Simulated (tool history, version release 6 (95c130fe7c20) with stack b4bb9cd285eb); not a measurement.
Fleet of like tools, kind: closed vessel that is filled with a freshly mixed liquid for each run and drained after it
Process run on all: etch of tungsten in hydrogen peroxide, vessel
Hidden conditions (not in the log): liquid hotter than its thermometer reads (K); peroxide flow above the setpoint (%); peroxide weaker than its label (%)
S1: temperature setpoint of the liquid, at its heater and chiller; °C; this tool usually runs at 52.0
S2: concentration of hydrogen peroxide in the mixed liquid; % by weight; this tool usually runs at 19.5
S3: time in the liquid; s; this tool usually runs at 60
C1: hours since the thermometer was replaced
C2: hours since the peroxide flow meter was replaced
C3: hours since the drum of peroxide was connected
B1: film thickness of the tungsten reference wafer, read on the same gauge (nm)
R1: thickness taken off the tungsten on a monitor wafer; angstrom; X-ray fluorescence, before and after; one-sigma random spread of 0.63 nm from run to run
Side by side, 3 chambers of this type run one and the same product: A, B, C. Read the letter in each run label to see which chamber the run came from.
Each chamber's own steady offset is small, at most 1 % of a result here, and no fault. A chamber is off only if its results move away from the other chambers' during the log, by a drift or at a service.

run	hour	S1	S2	S3	C1	C2	C3	B1	R1
1C	7.0	52.0	19.5	60	307.2	1413.0	742.5	70.016	745.96
# hour 13.2: chamber A: new drum of peroxide connected
2B	19.4	52.0	19.5	60	1210.3	882.5	1143.9	70.003	742.13
3A	31.0	52.0	19.5	60	938.0	191.1	17.9	69.993	738.96
4C	46.3	52.0	19.5	60	346.5	1452.3	781.8	69.996	748.61
5B	59.6	52.0	19.5	60	1250.5	922.7	1184.1	69.999	745.15
6A	70.1	52.0	19.5	60	977.1	230.2	57.0	70.020	731.72
7B	85.7	52.0	19.5	60	1276.6	948.8	1210.2	69.968	740.28
8A	96.3	52.0	19.5	60	1003.3	256.4	83.2	69.974	745.01
9C	107.1	52.0	19.5	60	407.3	1513.1	842.6	70.001	751.81
# hour 116.3: chamber B: thermometer replaced
10B	120.1	52.0	19.5	60	3.9	983.2	1244.6	69.980	735.37
11A	130.0	52.0	19.5	60	1037.0	290.1	116.9	70.003	739.59
12C	137.2	52.0	19.5	60	437.4	1543.2	872.7	69.984	757.59
# hour 142.3: chamber C: peroxide flow meter replaced
13B	153.0	52.0	19.5	60	36.8	1016.1	1277.5	69.965	738.61
# hour 163.1: chamber B: new drum of peroxide connected
14C	168.3	60.5	19.5	60	468.5	26.1	903.8	70.029	1279.60
15A	181.8	60.5	19.5	60	1088.8	341.9	168.7	70.000	1211.40
16C	194.6	60.5	19.5	60	494.8	52.4	930.1	70.003	1261.00
17A	204.2	52.0	19.5	60	1111.2	364.3	191.1	70.004	733.60
18B	217.4	52.0	19.5	60	101.2	1080.5	54.4	69.965	749.72
19C	229.2	52.0	19.5	60	529.4	87.0	964.7	69.951	771.66
20A	239.7	52.0	19.5	60	1146.7	399.8	226.6	70.025	725.52
21B	249.4	52.0	19.5	60	133.2	1112.5	86.4	69.990	750.15
22C	262.1	52.0	19.5	60	562.3	119.9	997.6	69.996	786.60
23A	276.4	52.0	19.5	60	1183.4	436.5	263.3	70.014	731.71
24B	283.4	52.0	19.5	60	167.2	1146.5	120.4	69.982	753.44
25C	294.7	52.0	19.5	60	594.9	152.5	1030.2	70.028	777.25
26A	310.5	44.0	19.5	80	1217.5	470.6	297.4	69.980	607.44
# hour 318.0: chamber A: peroxide flow meter replaced
27B	321.2	44.0	19.5	80	205.0	1184.3	158.2	70.002	605.58
28B	334.5	44.0	19.5	80	218.3	1197.6	171.5	70.019	609.60
29A	349.6	52.0	19.5	60	1256.6	31.7	336.5	70.020	729.44
30C	361.9	52.0	19.5	60	662.1	219.7	1097.4	70.005	785.46
31A	371.8	52.0	19.5	60	1278.8	53.9	358.7	70.003	738.58
32B	384.8	52.0	19.5	60	268.6	1247.9	221.8	69.982	740.46
33C	395.2	52.0	19.5	60	695.4	253.0	1130.7	69.980	801.92
34A	402.1	52.0	19.5	60	1309.1	84.2	389.0	69.977	735.26
35C	414.7	52.0	19.5	60	714.9	272.5	1150.2	69.994	810.87
36B	423.2	52.0	19.5	60	307.0	1286.3	260.2	69.985	737.46
37C	438.7	52.0	19.5	60	738.9	296.5	1174.2	69.998	816.79
# hour 444.0: chamber B: peroxide flow meter replaced
38B	454.3	52.0	19.5	60	338.1	10.4	291.3	69.985	744.37
39A	466.6	52.0	19.5	60	1373.6	148.7	453.5	69.995	736.84
40C	481.3	52.0	19.5	60	781.5	339.1	1216.8	70.018	828.69
# hour 489.7: chamber A: thermometer replaced
41B	494.9	52.0	19.5	60	378.7	51.0	331.9	70.007	747.65
# hour 499.2: chamber C: new drum of peroxide connected
42A	502.8	47.5	19.5	60	13.2	184.9	489.7	70.018	556.59
43C	517.5	47.5	19.5	60	817.7	375.3	18.4	69.991	617.26
# hour 529.6: chamber A: new drum of peroxide connected
44A	531.9	47.5	19.5	60	42.3	214.0	2.4	70.021	553.44

Decide between three cases: one chamber stands off from its peers, the gauge reading all wafers drifts, or nothing is wrong past each chamber's small offset. Where a chamber is off, say which and what most likely put it there.

One chamber, C, drifts off from the rest bit by bit.
What lies behind it: liquid hotter than its thermometer reads (K) = 1.74.

Which of the 4 candidates below, each the usual settings with something changed and its results left as question marks, puts chamber C back in line with what the other chambers give on the usual settings?
In line means no further than this from the other chambers' mean on the usual settings: R1 22.00 angstrom
45C-1	543.3	56.0	19.5	60					?
45C-2	543.3	50.0	19.5	60					?
45C-3	543.3	52.0	12.0	60					?
45C-4	543.3	54.0	19.5	60					?

What the other chambers average on the usual settings: R1 739.37 angstrom
run	R1
45C-1	1048.00
45C-2	733.96
45C-3	650.49
45C-4	932.05
The right change is 45C-2: it brings the chamber back within the allowed miss of the others.

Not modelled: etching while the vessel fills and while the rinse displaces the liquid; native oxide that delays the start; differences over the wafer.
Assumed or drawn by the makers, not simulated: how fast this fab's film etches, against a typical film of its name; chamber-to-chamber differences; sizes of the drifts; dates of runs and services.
